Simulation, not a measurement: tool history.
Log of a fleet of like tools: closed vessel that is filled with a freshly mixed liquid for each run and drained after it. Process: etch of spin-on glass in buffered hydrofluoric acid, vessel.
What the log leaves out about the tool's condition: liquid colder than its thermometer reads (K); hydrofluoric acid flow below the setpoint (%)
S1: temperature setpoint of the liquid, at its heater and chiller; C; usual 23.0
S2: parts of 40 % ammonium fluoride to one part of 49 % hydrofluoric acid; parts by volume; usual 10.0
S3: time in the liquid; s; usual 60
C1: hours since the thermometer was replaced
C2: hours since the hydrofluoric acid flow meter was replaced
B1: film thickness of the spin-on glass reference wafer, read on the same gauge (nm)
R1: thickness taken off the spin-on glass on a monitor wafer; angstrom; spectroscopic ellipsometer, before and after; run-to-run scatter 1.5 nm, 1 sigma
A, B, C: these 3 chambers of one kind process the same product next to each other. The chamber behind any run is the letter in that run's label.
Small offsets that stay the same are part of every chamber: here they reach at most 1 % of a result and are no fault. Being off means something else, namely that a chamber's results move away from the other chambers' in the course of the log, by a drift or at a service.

{"run": "1C", "day": 0.271, "S1": 23.0, "S2": 10.0, "S3": 60, "C1": 157.9, "C2": 184.4, "B1": 100.0, "R1": 1976.3}
{"run": "2A", "day": 0.554, "S1": 23.0, "S2": 10.0, "S3": 60, "C1": 1202.8, "C2": 102.3, "B1": 99.984, "R1": 1978.9}
{"run": "3B", "day": 0.892, "S1": 23.0, "S2": 10.0, "S3": 60, "C1": 847.0, "C2": 655.7, "B1": 99.97, "R1": 1980.8}
{"run": "4B", "day": 1.25, "S1": 23.0, "S2": 10.0, "S3": 60, "C1": 855.6, "C2": 664.3, "B1": 100.01, "R1": 1971.9}
{"run": "5A", "day": 1.558, "S1": 19.5, "S2": 10.0, "S3": 35, "C1": 1226.9, "C2": 126.4, "B1": 99.988, "R1": 941.73}
{"run": "6C", "day": 1.875, "S1": 19.5, "S2": 10.0, "S3": 35, "C1": 196.4, "C2": 222.9, "B1": 100.0, "R1": 955.43}
{"day": 2.067, "done": "chamber A: thermometer replaced"}
{"run": "7B", "day": 2.079, "S1": 19.5, "S2": 10.0, "S3": 35, "C1": 875.5, "C2": 684.2, "B1": 99.973, "R1": 947.64}
{"run": "8C", "day": 2.35, "S1": 23.0, "S2": 10.0, "S3": 60, "C1": 207.8, "C2": 234.3, "B1": 99.978, "R1": 1967.4}
{"run": "9A", "day": 2.679, "S1": 23.0, "S2": 10.0, "S3": 60, "C1": 14.8, "C2": 153.3, "B1": 99.973, "R1": 2007.7}
{"run": "10A", "day": 2.867, "S1": 23.0, "S2": 10.0, "S3": 60, "C1": 19.3, "C2": 157.8, "B1": 99.993, "R1": 1989.9}
{"run": "11B", "day": 3.05, "S1": 23.0, "S2": 10.0, "S3": 60, "C1": 898.8, "C2": 707.5, "B1": 100.02, "R1": 1970.6}
{"run": "12C", "day": 3.379, "S1": 19.5, "S2": 8.5, "S3": 60, "C1": 232.5, "C2": 259.0, "B1": 100.0, "R1": 1856.3}
{"run": "13A", "day": 3.758, "S1": 19.5, "S2": 8.5, "S3": 60, "C1": 40.7, "C2": 179.2, "B1": 100.02, "R1": 1842.5}
{"run": "14C", "day": 4.092, "S1": 19.5, "S2": 8.5, "S3": 60, "C1": 249.6, "C2": 276.1, "B1": 99.973, "R1": 1840.8}
{"run": "15B", "day": 4.321, "S1": 23.0, "S2": 10.0, "S3": 60, "C1": 929.3, "C2": 738.0, "B1": 99.994, "R1": 1955.3}
{"run": "16C", "day": 4.575, "S1": 23.0, "S2": 10.0, "S3": 60, "C1": 261.2, "C2": 287.7, "B1": 99.993, "R1": 1977.4}
{"run": "17B", "day": 4.842, "S1": 23.0, "S2": 10.0, "S3": 60, "C1": 941.8, "C2": 750.5, "B1": 100.0, "R1": 1951.1}
{"run": "18A", "day": 5.162, "S1": 23.0, "S2": 10.0, "S3": 60, "C1": 74.4, "C2": 212.9, "B1": 100.02, "R1": 1993.7}
{"run": "19A", "day": 5.55, "S1": 23.0, "S2": 10.0, "S3": 60, "C1": 83.7, "C2": 222.2, "B1": 100.01, "R1": 1989.3}
{"run": "20C", "day": 5.817, "S1": 23.0, "S2": 10.0, "S3": 60, "C1": 291.0, "C2": 317.5, "B1": 99.985, "R1": 1950.2}
{"run": "21B", "day": 6.117, "S1": 23.0, "S2": 10.0, "S3": 60, "C1": 972.4, "C2": 781.1, "B1": 100.03, "R1": 1897.3}
{"run": "22C", "day": 6.421, "S1": 23.0, "S2": 10.0, "S3": 60, "C1": 305.5, "C2": 332.0, "B1": 100.02, "R1": 1991.1}
{"run": "23A", "day": 6.704, "S1": 27.5, "S2": 10.0, "S3": 70, "C1": 111.4, "C2": 249.9, "B1": 100.02, "R1": 2928.8}
{"run": "24B", "day": 6.883, "S1": 27.5, "S2": 10.0, "S3": 70, "C1": 990.8, "C2": 799.5, "B1": 99.975, "R1": 2822.0}
{"run": "25A", "day": 7.225, "S1": 27.5, "S2": 10.0, "S3": 70, "C1": 123.9, "C2": 262.4, "B1": 99.989, "R1": 2980.4}
{"run": "26C", "day": 7.55, "S1": 23.0, "S2": 10.0, "S3": 60, "C1": 332.6, "C2": 359.1, "B1": 99.995, "R1": 1993.8}
{"run": "27B", "day": 7.858, "S1": 23.0, "S2": 10.0, "S3": 60, "C1": 1014.2, "C2": 822.9, "B1": 99.975, "R1": 1879.2}
{"run": "28B", "day": 8.104, "S1": 23.0, "S2": 10.0, "S3": 60, "C1": 1020.1, "C2": 828.8, "B1": 99.993, "R1": 1864.7}
{"run": "29C", "day": 8.325, "S1": 21.5, "S2": 10.0, "S3": 60, "C1": 351.2, "C2": 377.7, "B1": 99.97, "R1": 1830.3}
{"run": "30A", "day": 8.633, "S1": 21.5, "S2": 10.0, "S3": 60, "C1": 157.7, "C2": 296.2, "B1": 99.993, "R1": 1806.3}
{"run": "31C", "day": 8.854, "S1": 21.5, "S2": 10.0, "S3": 60, "C1": 363.9, "C2": 390.4, "B1": 99.985, "R1": 1813.2}
{"run": "32A", "day": 9.054, "S1": 23.0, "S2": 13.0, "S3": 60, "C1": 167.8, "C2": 306.3, "B1": 99.997, "R1": 1540.9}
{"run": "33B", "day": 9.429, "S1": 23.0, "S2": 13.0, "S3": 60, "C1": 1051.9, "C2": 860.6, "B1": 99.98, "R1": 1421.1}
{"run": "34A", "day": 9.721, "S1": 23.0, "S2": 13.0, "S3": 60, "C1": 183.8, "C2": 322.3, "B1": 100.03, "R1": 1527.8}

Each of the 3 chambers runs these same settings next. Fill in every chamber's results:
{"run": "35A", "day": 10.0, "S1": 23.0, "S2": 10.0, "S3": 60, "R1": "?"}
{"run": "35B", "day": 10.0, "S1": 23.0, "S2": 10.0, "S3": 60, "R1": "?"}
{"run": "35C", "day": 10.0, "S1": 23.0, "S2": 10.0, "S3": 60, "R1": "?"}

run=35A R1=1968.10
run=35B R1=1809.00
run=35C R1=1962.10

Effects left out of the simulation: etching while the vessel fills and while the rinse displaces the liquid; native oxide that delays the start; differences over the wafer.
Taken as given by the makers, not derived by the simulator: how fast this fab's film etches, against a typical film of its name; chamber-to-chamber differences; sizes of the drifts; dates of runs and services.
